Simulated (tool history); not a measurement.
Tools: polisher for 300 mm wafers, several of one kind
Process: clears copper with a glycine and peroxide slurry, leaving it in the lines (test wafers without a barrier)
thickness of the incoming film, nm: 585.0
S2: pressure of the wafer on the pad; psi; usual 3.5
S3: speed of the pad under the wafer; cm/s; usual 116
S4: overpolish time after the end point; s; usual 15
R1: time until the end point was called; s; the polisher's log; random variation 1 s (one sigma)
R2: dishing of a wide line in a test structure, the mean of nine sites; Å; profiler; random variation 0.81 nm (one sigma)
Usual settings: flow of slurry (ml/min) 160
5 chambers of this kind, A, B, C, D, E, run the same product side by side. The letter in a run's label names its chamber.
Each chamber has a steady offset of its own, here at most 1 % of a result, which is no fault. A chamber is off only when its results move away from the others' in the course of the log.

Run 1A, day 0.579: usual settings. Result: R1 72.156 s, R2 794.06 Å.
At day 0.854: chamber E: worn pad replaced by a new one.
Run 2C, day 0.996: usual settings. Result: R1 73.777 s, R2 793.43 Å.
Run 3B, day 1.308: usual settings. Result: R1 70.770 s, R2 780.68 Å.
At day 1.600: chamber A: worn pad replaced by a new one.
Run 4D, day 1.646: usual settings. Result: R1 72.379 s, R2 799.29 Å.
At day 1.938: chamber A: slurry nozzle cleaned.
Run 5E, day 2.067: usual settings. Result: R1 72.038 s, R2 801.74 Å.
At day 2.133: chamber D: worn pad replaced by a new one.
At day 2.196: chamber C: worn pad replaced by a new one.
At day 2.425: chamber A: head pressure recalibrated.
Run 6A, day 2.488: usual settings. Result: R1 71.399 s, R2 780.57 Å.
Run 7E, day 2.779: usual settings but flow of slurry (ml/min) 115. Result: R1 74.839 s, R2 759.66 Å.
At day 3.375: chamber E: head pressure recalibrated.
Run 8D, day 3.400: usual settings but flow of slurry (ml/min) 115. Result: R1 77.561 s, R2 744.73 Å.
At day 3.654: chamber D: slurry nozzle cleaned.
Run 9B, day 3.800: usual settings but flow of slurry (ml/min) 115. Result: R1 75.673 s, R2 756.81 Å.
Run 10C, day 4.212: usual settings but flow of slurry (ml/min) 115. Result: R1 79.158 s, R2 749.55 Å.
Run 11A, day 4.600: usual settings but flow of slurry (ml/min) 115. Result: R1 76.831 s, R2 748.66 Å.
At day 4.750: chamber B: worn pad replaced by a new one.
Run 12C, day 5.112: usual settings. Result: R1 70.584 s, R2 795.90 Å.
At day 5.458: chamber E: worn pad replaced by a new one.
Run 13B, day 5.612: usual settings. Result: R1 71.787 s, R2 792.28 Å.
Run 14E, day 6.046: usual settings but S3 86 cm/s. Result: R1 93.005 s, R2 653.70 Å.
Run 15D, day 6.333: usual settings but S3 86 cm/s. Result: R1 91.796 s, R2 657.52 Å.
Run 16C, day 6.842: usual settings but S3 86 cm/s. Result: R1 92.459 s, R2 655.41 Å.
Run 17D, day 7.162: usual settings but S3 86 cm/s. Result: R1 92.570 s, R2 642.46 Å.
At day 7.225: chamber E: slurry nozzle cleaned.
At day 7.388: chamber B: head pressure recalibrated.
Run 18E, day 7.633: usual settings but S3 86 cm/s. Result: R1 95.806 s, R2 649.08 Å.
Run 19B, day 8.033: usual settings. Result: R1 73.919 s, R2 791.51 Å.
Run 20A, day 8.462: usual settings. Result: R1 71.071 s, R2 789.90 Å.
At day 8.775: chamber A: worn pad replaced by a new one.
At day 8.858: chamber D: worn pad replaced by a new one.
Run 21D, day 8.992: usual settings. Result: R1 71.801 s, R2 799.41 Å.
Run 22B, day 9.500: usual settings. Result: R1 72.380 s, R2 781.60 Å.
At day 9.912: chamber E: worn pad replaced by a new one.
Run 23C, day 10.025: usual settings. Result: R1 70.123 s, R2 786.75 Å.
At day 10.179: chamber C: worn pad replaced by a new one.
Run 24E, day 10.362: usual settings. Result: R1 70.073 s, R2 788.69 Å.
Run 25A, day 10.883: usual settings. Result: R1 71.615 s, R2 768.77 Å.
Run 26E, day 11.208: usual settings. Result: R1 70.879 s, R2 803.89 Å.
Run 27C, day 11.817: usual settings. Result: R1 71.646 s, R2 790.69 Å.
Run 28A, day 12.329: usual settings. Result: R1 71.240 s, R2 799.84 Å.
Run 29D, day 12.850: usual settings. Result: R1 71.916 s, R2 781.42 Å.
Run 30B, day 13.412: usual settings. Result: R1 70.775 s, R2 788.30 Å.
At day 13.579: chamber B: worn pad replaced by a new one.
Run 31D, day 13.858: usual settings. Result: R1 71.662 s, R2 779.18 Å.
Run 32C, day 14.321: usual settings but S2 2.5 psi, S3 82 cm/s. Result: R1 126.640 s, R2 497.32 Å.
At day 14.442: chamber E: worn pad replaced by a new one.
At day 14.483: chamber A: slurry nozzle cleaned.
Run 33B, day 14.779: usual settings but S2 2.5 psi, S3 82 cm/s. Result: R1 127.190 s, R2 491.03 Å.
Run 34E, day 15.117: usual settings but S2 2.5 psi, S3 82 cm/s. Result: R1 125.720 s, R2 489.31 Å.
Run 35A, day 15.562: usual settings but S2 2.5 psi, S3 82 cm/s. Result: R1 131.170 s, R2 490.21 Å.
Run 36C, day 16.008: usual settings but S2 2.5 psi, S3 82 cm/s. Result: R1 124.010 s, R2 497.22 Å.

What goes on in this fleet: one chamber off, a drifting gauge, or nothing beyond the chambers' own small offsets? Name the chamber and the cause, if any.

No chamber stands off beyond its own small offset, and the gauge holds steady.

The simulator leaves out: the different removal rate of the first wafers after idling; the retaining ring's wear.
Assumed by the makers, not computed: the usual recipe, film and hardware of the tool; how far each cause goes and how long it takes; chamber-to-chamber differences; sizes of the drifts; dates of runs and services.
